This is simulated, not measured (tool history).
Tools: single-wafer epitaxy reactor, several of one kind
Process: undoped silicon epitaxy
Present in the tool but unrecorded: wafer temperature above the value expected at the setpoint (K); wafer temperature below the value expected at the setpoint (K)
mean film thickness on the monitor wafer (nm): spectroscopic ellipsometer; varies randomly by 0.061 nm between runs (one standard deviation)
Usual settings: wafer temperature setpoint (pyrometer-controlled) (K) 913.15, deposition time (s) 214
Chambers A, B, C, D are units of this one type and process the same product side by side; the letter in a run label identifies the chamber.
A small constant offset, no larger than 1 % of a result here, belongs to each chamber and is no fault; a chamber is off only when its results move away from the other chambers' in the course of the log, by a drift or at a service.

| run | day | wafer temperature setpoint (pyrometer-controlled) (K) | deposition time (s) | hours since the last pyrometer calibration | read-back reference wafer on the same gauge, thickness_nm | mean film thickness on the monitor wafer (nm) |
|---|---|---|---|---|---|---|
| 1D | 0.404 | 913.15 | 214 | 2644.1 | 31.709 | 28.875 |
| 2B | 0.858 | 913.15 | 214 | 1106.2 | 31.688 | 29.061 |
| 3C | 1.108 | 913.15 | 214 | 992.4 | 31.700 | 28.825 |
| 4A | 1.562 | 913.15 | 214 | 2456.3 | 31.729 | 28.727 |
| 5D | 2.050 | 913.15 | 214 | 2683.6 | 31.706 | 28.803 |
| 6C | 2.458 | 913.15 | 214 | 1024.8 | 31.716 | 28.840 |
| 7A | 2.758 | 913.15 | 214 | 2485.0 | 31.691 | 28.790 |
| 8B | 3.142 | 913.15 | 214 | 1161.0 | 31.722 | 29.101 |
| 9C | 3.612 | 913.15 | 214 | 1052.5 | 31.692 | 28.795 |
| 10D | 3.925 | 902.15 | 251 | 2728.6 | 31.706 | 26.506 |
| 11B | 4.321 | 902.15 | 251 | 1189.3 | 31.703 | 26.612 |
| 12A | 4.629 | 902.15 | 251 | 2529.9 | 31.706 | 26.291 |
| 13C | 4.883 | 902.15 | 251 | 1083.0 | 31.712 | 26.414 |
|  | 4.900 | chamber A: pyrometer calibrated |
| 14D | 5.221 | 913.15 | 214 | 2759.7 | 31.700 | 28.923 |
| 15B | 5.504 | 913.15 | 214 | 1217.7 | 31.698 | 29.042 |
| 16A | 5.767 | 913.15 | 214 | 20.8 | 31.691 | 28.841 |
| 17C | 6.029 | 913.15 | 214 | 1110.5 | 31.697 | 28.769 |
|  | 6.129 | chamber D: pyrometer calibrated |
| 18B | 6.504 | 913.15 | 214 | 1241.7 | 31.676 | 29.057 |
| 19D | 6.742 | 913.15 | 214 | 14.7 | 31.711 | 28.937 |
| 20A | 7.138 | 913.15 | 214 | 53.7 | 31.701 | 28.804 |
| 21C | 7.479 | 913.15 | 214 | 1145.3 | 31.704 | 28.860 |
| 22D | 7.975 | 913.15 | 214 | 44.3 | 31.699 | 28.809 |
|  | 8.262 | chamber B: pyrometer calibrated |
| 23B | 8.492 | 913.15 | 214 | 5.6 | 31.712 | 29.466 |
| 24A | 8.767 | 913.15 | 214 | 92.8 | 31.694 | 28.812 |
| 25C | 9.283 | 904.15 | 230 | 1188.6 | 31.703 | 25.360 |
| 26A | 9.512 | 904.15 | 230 | 110.7 | 31.707 | 25.265 |
| 27B | 9.996 | 904.15 | 230 | 41.7 | 31.675 | 25.808 |
| 28D | 10.483 | 904.15 | 230 | 104.5 | 31.699 | 25.446 |
| 29C | 10.908 | 913.15 | 214 | 1227.6 | 31.680 | 28.892 |
| 30D | 11.354 | 913.15 | 214 | 125.4 | 31.690 | 28.838 |
| 31A | 11.683 | 913.15 | 214 | 162.8 | 31.712 | 28.736 |
| 32B | 12.121 | 913.15 | 214 | 92.7 | 31.716 | 29.374 |
| 33B | 12.600 | 913.15 | 214 | 104.2 | 31.701 | 29.578 |
| 34D | 12.962 | 913.15 | 214 | 164.0 | 31.709 | 28.924 |
| 35A | 13.346 | 913.15 | 214 | 202.7 | 31.695 | 28.796 |
| 36C | 13.858 | 924.15 | 214 | 1298.4 | 31.694 | 36.721 |
| 37A | 14.088 | 924.15 | 214 | 220.5 | 31.699 | 36.893 |
| 38B | 14.412 | 924.15 | 214 | 147.7 | 31.703 | 37.599 |
| 39D | 14.638 | 924.15 | 214 | 204.2 | 31.713 | 36.512 |
| 40C | 15.150 | 913.15 | 214 | 1329.4 | 31.694 | 28.746 |
| 41D | 15.546 | 913.15 | 214 | 226.0 | 31.706 | 28.853 |

Each of the 4 chambers runs these same settings next. Fill in every chamber's results:
| 42A | 15.921 | 913.15 | 214 |  |  | ? |
| 42B | 15.921 | 913.15 | 214 |  |  | ? |
| 42C | 15.921 | 913.15 | 214 |  |  | ? |
| 42D | 15.921 | 913.15 | 214 |  |  | ? |

| run | mean film thickness on the monitor wafer (nm) |
|---|---|
| 42A | 28.786 |
| 42B | 29.383 |
| 42C | 28.828 |
| 42D | 28.975 |
